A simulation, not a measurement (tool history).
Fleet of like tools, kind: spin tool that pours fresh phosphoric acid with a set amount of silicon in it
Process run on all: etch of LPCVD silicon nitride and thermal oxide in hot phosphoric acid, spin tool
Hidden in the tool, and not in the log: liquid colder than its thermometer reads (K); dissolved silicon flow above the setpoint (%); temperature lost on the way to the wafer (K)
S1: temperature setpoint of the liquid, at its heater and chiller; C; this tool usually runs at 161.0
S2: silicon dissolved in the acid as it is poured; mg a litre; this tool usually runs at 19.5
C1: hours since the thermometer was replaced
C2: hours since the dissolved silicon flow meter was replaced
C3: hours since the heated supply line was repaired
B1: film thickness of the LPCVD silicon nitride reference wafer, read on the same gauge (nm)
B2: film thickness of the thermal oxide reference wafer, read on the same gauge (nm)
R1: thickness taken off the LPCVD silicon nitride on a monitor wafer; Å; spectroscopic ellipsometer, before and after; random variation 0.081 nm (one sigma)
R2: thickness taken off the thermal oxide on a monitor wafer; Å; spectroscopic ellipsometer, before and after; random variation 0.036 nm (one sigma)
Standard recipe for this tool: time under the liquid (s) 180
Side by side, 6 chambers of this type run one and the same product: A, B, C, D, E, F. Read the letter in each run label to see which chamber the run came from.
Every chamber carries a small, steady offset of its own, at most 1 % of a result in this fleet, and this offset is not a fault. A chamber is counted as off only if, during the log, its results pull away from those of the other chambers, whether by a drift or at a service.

{"run": "1C", "hour": 8.6, "S1": 161.0, "S2": 19.5, "time under the liquid (s)": 180, "C1": 367.9, "C2": 1966.6, "C3": 763.8, "B1": 150.0, "B2": 99.985, "R1": 146.78, "R2": 3.471}
{"run": "2E", "hour": 19.9, "S1": 161.0, "S2": 19.5, "time under the liquid (s)": 180, "C1": 1364.3, "C2": 1621.5, "C3": 887.3, "B1": 150.0, "B2": 99.977, "R1": 144.67, "R2": 3.7641}
{"run": "3D", "hour": 27.9, "S1": 161.0, "S2": 19.5, "time under the liquid (s)": 180, "C1": 2053.4, "C2": 379.2, "C3": 3216.0, "B1": 150.0, "B2": 99.979, "R1": 148.1, "R2": 3.1604}
{"run": "4A", "hour": 34.5, "S1": 161.0, "S2": 19.5, "time under the liquid (s)": 180, "C1": 1646.9, "C2": 517.1, "C3": 1685.2, "B1": 149.99, "B2": 99.993, "R1": 145.84, "R2": 3.7408}
{"run": "5F", "hour": 47.4, "S1": 161.0, "S2": 19.5, "time under the liquid (s)": 180, "C1": 616.5, "C2": 707.9, "C3": 409.7, "B1": 150.01, "B2": 99.985, "R1": 147.69, "R2": 3.7898}
{"run": "6B", "hour": 56.7, "S1": 161.0, "S2": 19.5, "time under the liquid (s)": 180, "C1": 458.8, "C2": 367.1, "C3": 330.8, "B1": 150.0, "B2": 99.979, "R1": 147.18, "R2": 3.568}
{"run": "7E", "hour": 67.3, "S1": 161.0, "S2": 19.5, "time under the liquid (s)": 180, "C1": 1411.7, "C2": 1668.9, "C3": 934.7, "B1": 150.01, "B2": 100.02, "R1": 146.76, "R2": 4.2644}
{"run": "8F", "hour": 76.6, "S1": 161.0, "S2": 19.5, "time under the liquid (s)": 180, "C1": 645.7, "C2": 737.1, "C3": 438.9, "B1": 150.0, "B2": 100.04, "R1": 147.8, "R2": 3.7719}
{"run": "9A", "hour": 87.5, "S1": 161.0, "S2": 19.5, "time under the liquid (s)": 180, "C1": 1699.9, "C2": 570.1, "C3": 1738.2, "B1": 150.01, "B2": 100.0, "R1": 144.0, "R2": 4.1569}
{"run": "10B", "hour": 97.7, "S1": 161.0, "S2": 19.5, "time under the liquid (s)": 180, "C1": 499.8, "C2": 408.1, "C3": 371.8, "B1": 149.99, "B2": 100.04, "R1": 147.6, "R2": 4.0565}
{"run": "11C", "hour": 111.6, "S1": 161.0, "S2": 19.5, "time under the liquid (s)": 180, "C1": 470.9, "C2": 2069.6, "C3": 866.8, "B1": 150.0, "B2": 99.995, "R1": 145.31, "R2": 3.2281}
{"hour": 116.5, "done": "chamber D: thermometer replaced"}
{"run": "12D", "hour": 124.4, "S1": 161.0, "S2": 19.5, "time under the liquid (s)": 180, "C1": 8.0, "C2": 475.7, "C3": 3312.5, "B1": 150.0, "B2": 99.973, "R1": 147.48, "R2": 3.4479}
{"hour": 125.0, "done": "chamber A: heated supply line repaired"}
{"run": "13D", "hour": 136.0, "S1": 161.0, "S2": 19.5, "time under the liquid (s)": 180, "C1": 19.6, "C2": 487.3, "C3": 3324.1, "B1": 150.0, "B2": 100.02, "R1": 146.98, "R2": 3.5696}
{"hour": 143.4, "done": "chamber C: dissolved silicon flow meter replaced"}
{"run": "14A", "hour": 149.0, "S1": 161.0, "S2": 19.5, "time under the liquid (s)": 180, "C1": 1761.4, "C2": 631.6, "C3": 24.1, "B1": 150.0, "B2": 100.0, "R1": 144.6, "R2": 3.8111}
{"run": "15C", "hour": 156.2, "S1": 161.0, "S2": 19.5, "time under the liquid (s)": 180, "C1": 515.5, "C2": 12.9, "C3": 911.4, "B1": 149.99, "B2": 99.979, "R1": 146.62, "R2": 3.9844}
{"run": "16B", "hour": 169.9, "S1": 161.0, "S2": 19.5, "time under the liquid (s)": 180, "C1": 572.0, "C2": 480.3, "C3": 444.0, "B1": 150.0, "B2": 100.04, "R1": 146.78, "R2": 3.486}
{"run": "17F", "hour": 179.9, "S1": 161.0, "S2": 19.5, "time under the liquid (s)": 180, "C1": 749.0, "C2": 840.4, "C3": 542.2, "B1": 150.0, "B2": 99.981, "R1": 146.02, "R2": 3.1576}
{"hour": 181.9, "done": "chamber E: thermometer replaced"}
{"run": "18E", "hour": 187.9, "S1": 161.0, "S2": 19.5, "time under the liquid (s)": 180, "C1": 6.1, "C2": 1789.5, "C3": 1055.3, "B1": 150.01, "B2": 100.0, "R1": 145.57, "R2": 3.1725}
{"run": "19C", "hour": 200.1, "S1": 161.0, "S2": 19.5, "time under the liquid (s)": 180, "C1": 559.4, "C2": 56.8, "C3": 955.3, "B1": 150.02, "B2": 99.993, "R1": 146.57, "R2": 3.9983}
{"run": "20F", "hour": 211.0, "S1": 161.0, "S2": 19.5, "time under the liquid (s)": 180, "C1": 780.1, "C2": 871.5, "C3": 573.3, "B1": 150.01, "B2": 99.988, "R1": 147.1, "R2": 3.4506}
{"run": "21A", "hour": 223.5, "S1": 161.0, "S2": 19.5, "time under the liquid (s)": 180, "C1": 1835.9, "C2": 706.1, "C3": 98.6, "B1": 150.0, "B2": 100.0, "R1": 146.45, "R2": 3.3766}
{"hour": 227.0, "done": "chamber F: thermometer replaced"}
{"run": "22D", "hour": 231.2, "S1": 162.0, "S2": 19.5, "time under the liquid (s)": 225, "C1": 114.8, "C2": 582.5, "C3": 3419.3, "B1": 150.0, "B2": 100.01, "R1": 189.29, "R2": 5.8475}
{"run": "23E", "hour": 239.3, "S1": 162.0, "S2": 19.5, "time under the liquid (s)": 225, "C1": 57.5, "C2": 1840.9, "C3": 1106.7, "B1": 149.99, "B2": 100.01, "R1": 187.5, "R2": 4.8126}
{"run": "24B", "hour": 247.6, "S1": 162.0, "S2": 19.5, "time under the liquid (s)": 225, "C1": 649.7, "C2": 558.0, "C3": 521.7, "B1": 149.99, "B2": 100.02, "R1": 189.56, "R2": 5.1354}
{"run": "25C", "hour": 260.2, "S1": 162.0, "S2": 19.5, "time under the liquid (s)": 225, "C1": 619.5, "C2": 116.9, "C3": 1015.4, "B1": 150.0, "B2": 99.978, "R1": 187.6, "R2": 5.9259}
{"run": "26D", "hour": 270.1, "S1": 162.0, "S2": 19.5, "time under the liquid (s)": 225, "C1": 153.7, "C2": 621.4, "C3": 3458.2, "B1": 150.0, "B2": 100.04, "R1": 189.57, "R2": 4.0149}
{"run": "27E", "hour": 278.3, "S1": 162.0, "S2": 19.5, "time under the liquid (s)": 225, "C1": 96.5, "C2": 1879.9, "C3": 1145.7, "B1": 150.0, "B2": 100.01, "R1": 188.13, "R2": 5.061}
{"run": "28A", "hour": 291.6, "S1": 161.0, "S2": 19.5, "time under the liquid (s)": 180, "C1": 1904.0, "C2": 774.2, "C3": 166.7, "B1": 150.0, "B2": 100.01, "R1": 146.79, "R2": 3.3496}
{"run": "29F", "hour": 299.6, "S1": 161.0, "S2": 19.5, "time under the liquid (s)": 180, "C1": 72.6, "C2": 960.1, "C3": 661.9, "B1": 150.0, "B2": 100.0, "R1": 146.93, "R2": 3.8134}
{"run": "30B", "hour": 310.2, "S1": 161.0, "S2": 19.5, "time under the liquid (s)": 180, "C1": 712.3, "C2": 620.6, "C3": 584.3, "B1": 150.01, "B2": 99.992, "R1": 146.28, "R2": 2.8916}
{"hour": 311.2, "done": "chamber C: heated supply line repaired"}
{"run": "31F", "hour": 319.2, "S1": 161.0, "S2": 19.5, "time under the liquid (s)": 180, "C1": 92.2, "C2": 979.7, "C3": 681.5, "B1": 149.99, "B2": 99.976, "R1": 147.58, "R2": 3.1444}
{"run": "32B", "hour": 328.6, "S1": 161.0, "S2": 19.5, "time under the liquid (s)": 180, "C1": 730.7, "C2": 639.0, "C3": 602.7, "B1": 150.01, "B2": 99.975, "R1": 147.53, "R2": 3.0016}
{"run": "33A", "hour": 337.0, "S1": 161.0, "S2": 19.5, "time under the liquid (s)": 180, "C1": 1949.4, "C2": 819.6, "C3": 212.1, "B1": 150.02, "B2": 99.967, "R1": 145.21, "R2": 3.0461}
{"hour": 337.9, "done": "chamber A: thermometer replaced"}
{"run": "34E", "hour": 350.3, "S1": 161.0, "S2": 19.5, "time under the liquid (s)": 180, "C1": 168.5, "C2": 1951.9, "C3": 1217.7, "B1": 149.99, "B2": 99.994, "R1": 145.37, "R2": 3.3327}
{"run": "35D", "hour": 363.6, "S1": 161.0, "S2": 19.5, "time under the liquid (s)": 180, "C1": 247.2, "C2": 714.9, "C3": 3551.7, "B1": 150.0, "B2": 100.02, "R1": 147.71, "R2": 3.9221}
{"run": "36C", "hour": 371.2, "S1": 161.0, "S2": 19.5, "time under the liquid (s)": 180, "C1": 730.5, "C2": 227.9, "C3": 60.0, "B1": 149.99, "B2": 99.975, "R1": 145.08, "R2": 3.2023}
{"run": "37D", "hour": 382.7, "S1": 161.0, "S2": 19.5, "time under the liquid (s)": 180, "C1": 266.3, "C2": 734.0, "C3": 3570.8, "B1": 149.99, "B2": 100.0, "R1": 146.8, "R2": 3.3503}
{"run": "38C", "hour": 389.4, "S1": 161.0, "S2": 19.5, "time under the liquid (s)": 180, "C1": 748.7, "C2": 246.1, "C3": 78.2, "B1": 150.0, "B2": 100.03, "R1": 147.04, "R2": 3.3709}
{"run": "39A", "hour": 397.0, "S1": 158.5, "S2": 6.5, "time under the liquid (s)": 180, "C1": 59.2, "C2": 879.6, "C3": 272.1, "B1": 150.01, "B2": 99.987, "R1": 132.8, "R2": 3.8516}

What goes on in this fleet: one chamber off, a drifting gauge, or nothing beyond the chambers' own small offsets? Name the chamber and the cause, if any.

All chambers stay in line apart from their small fixed offsets, and the gauge does not drift.
